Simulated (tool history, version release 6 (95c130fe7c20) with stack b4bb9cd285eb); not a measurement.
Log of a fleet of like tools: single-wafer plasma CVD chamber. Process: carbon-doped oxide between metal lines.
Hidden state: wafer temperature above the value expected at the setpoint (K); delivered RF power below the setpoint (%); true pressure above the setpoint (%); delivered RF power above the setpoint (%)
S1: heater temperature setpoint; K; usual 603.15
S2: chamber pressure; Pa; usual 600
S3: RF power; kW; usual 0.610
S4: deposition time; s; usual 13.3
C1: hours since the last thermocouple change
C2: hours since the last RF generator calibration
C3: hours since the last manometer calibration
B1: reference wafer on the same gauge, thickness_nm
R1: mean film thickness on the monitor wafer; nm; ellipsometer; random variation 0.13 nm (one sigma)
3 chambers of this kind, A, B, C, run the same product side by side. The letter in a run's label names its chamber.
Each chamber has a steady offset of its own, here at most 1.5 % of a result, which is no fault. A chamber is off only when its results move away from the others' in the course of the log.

run,hour,S1,S2,S3,S4,C1,C2,C3,B1,R1
1B,6.0,603.15,600,0.610,13.3,816.6,1807.7,338.3,83.696,81.525
2C,9.9,603.15,600,0.610,13.3,980.2,891.2,2518.2,83.731,82.881
3A,15.1,603.15,600,0.610,13.3,611.7,1122.3,940.1,83.710,80.807
4B,19.9,603.15,600,0.610,13.3,830.5,1821.6,352.2,83.742,81.442
5A,27.1,603.15,600,0.610,13.3,623.7,1134.3,952.1,83.772,80.721
6C,32.0,603.15,600,0.610,13.3,1002.3,913.3,2540.3,83.753,82.695
7A,37.0,603.15,600,0.610,13.3,633.6,1144.2,962.0,83.782,80.646
8C,41.7,603.15,600,0.610,13.3,1012.0,923.0,2550.0,83.842,82.685
9B,47.4,603.15,600,0.610,13.3,858.0,1849.1,379.7,83.818,81.483
10C,51.3,603.15,600,0.610,13.3,1021.6,932.6,2559.6,83.827,82.700
11A,59.5,603.15,485,0.565,13.3,656.1,1166.7,984.5,83.804,75.146
12B,66.3,603.15,485,0.565,13.3,876.9,1868.0,398.6,83.866,75.723
13C,72.9,603.15,485,0.565,13.3,1043.2,954.2,2581.2,83.857,76.946
14A,78.0,603.15,600,0.610,13.3,674.6,1185.2,1003.0,83.871,80.536
15B,83.7,603.15,600,0.610,13.3,894.3,1885.4,416.0,83.900,81.446
16C,88.8,603.15,600,0.610,13.3,1059.1,970.1,2597.1,83.925,82.859
17B,96.2,603.15,600,0.610,13.3,906.8,1897.9,428.5,83.918,81.673
18A,104.6,603.15,600,0.610,13.3,701.2,1211.8,1029.6,83.955,80.785
19B,112.6,603.15,600,0.610,13.3,923.2,1914.3,444.9,83.962,81.746
20A,119.9,603.15,600,0.610,13.3,716.5,1227.1,1044.9,83.991,80.877
21C,128.1,603.15,600,0.610,13.3,1098.4,1009.4,2636.4,83.944,82.703
# hour 131.2: chamber A: capacitance manometer re-zeroed and calibrated
22C,132.7,603.15,600,0.610,13.3,1103.0,1014.0,2641.0,84.012,83.017
23B,136.7,603.15,600,0.610,13.3,947.3,1938.4,469.0,84.030,81.769
24A,142.2,603.15,600,0.610,13.3,738.8,1249.4,11.0,84.057,80.702
25C,148.9,603.15,600,0.610,13.3,1119.2,1030.2,2657.2,84.043,83.258
26B,156.6,603.15,600,0.610,13.3,967.2,1958.3,488.9,84.070,81.798
27A,162.9,603.15,600,0.610,13.3,759.5,1270.1,31.7,84.094,81.061
28A,170.5,603.15,600,0.610,13.3,767.1,1277.7,39.3,84.105,80.934
29C,174.2,603.15,600,0.610,13.3,1144.5,1055.5,2682.5,84.073,83.048
30B,179.8,603.15,600,0.610,13.3,990.4,1981.5,512.1,84.068,81.855
31C,186.6,603.15,600,0.610,13.3,1156.9,1067.9,2694.9,84.109,83.057
32B,194.5,603.15,600,0.610,13.3,1005.1,1996.2,526.8,84.156,81.801
33A,201.0,603.15,600,0.610,13.3,797.6,1308.2,69.8,84.163,81.162
34B,206.3,603.15,600,0.610,13.3,1016.9,2008.0,538.6,84.181,81.980
35C,212.1,603.15,600,0.610,13.3,1182.4,1093.4,2720.4,84.206,83.009
36A,218.4,603.15,600,0.610,13.3,815.0,1325.6,87.2,84.190,81.035
37B,222.1,603.15,600,0.610,13.3,1032.7,2023.8,554.4,84.216,81.972

Is one chamber off against the others, does the gauge drift, or is nothing wrong? If a chamber is off, say which, and what the likeliest cause is.

The gauge drifts, so all chambers seem to drift together. No chamber is off.
Cause: gauge reads high (%) = 0.636.

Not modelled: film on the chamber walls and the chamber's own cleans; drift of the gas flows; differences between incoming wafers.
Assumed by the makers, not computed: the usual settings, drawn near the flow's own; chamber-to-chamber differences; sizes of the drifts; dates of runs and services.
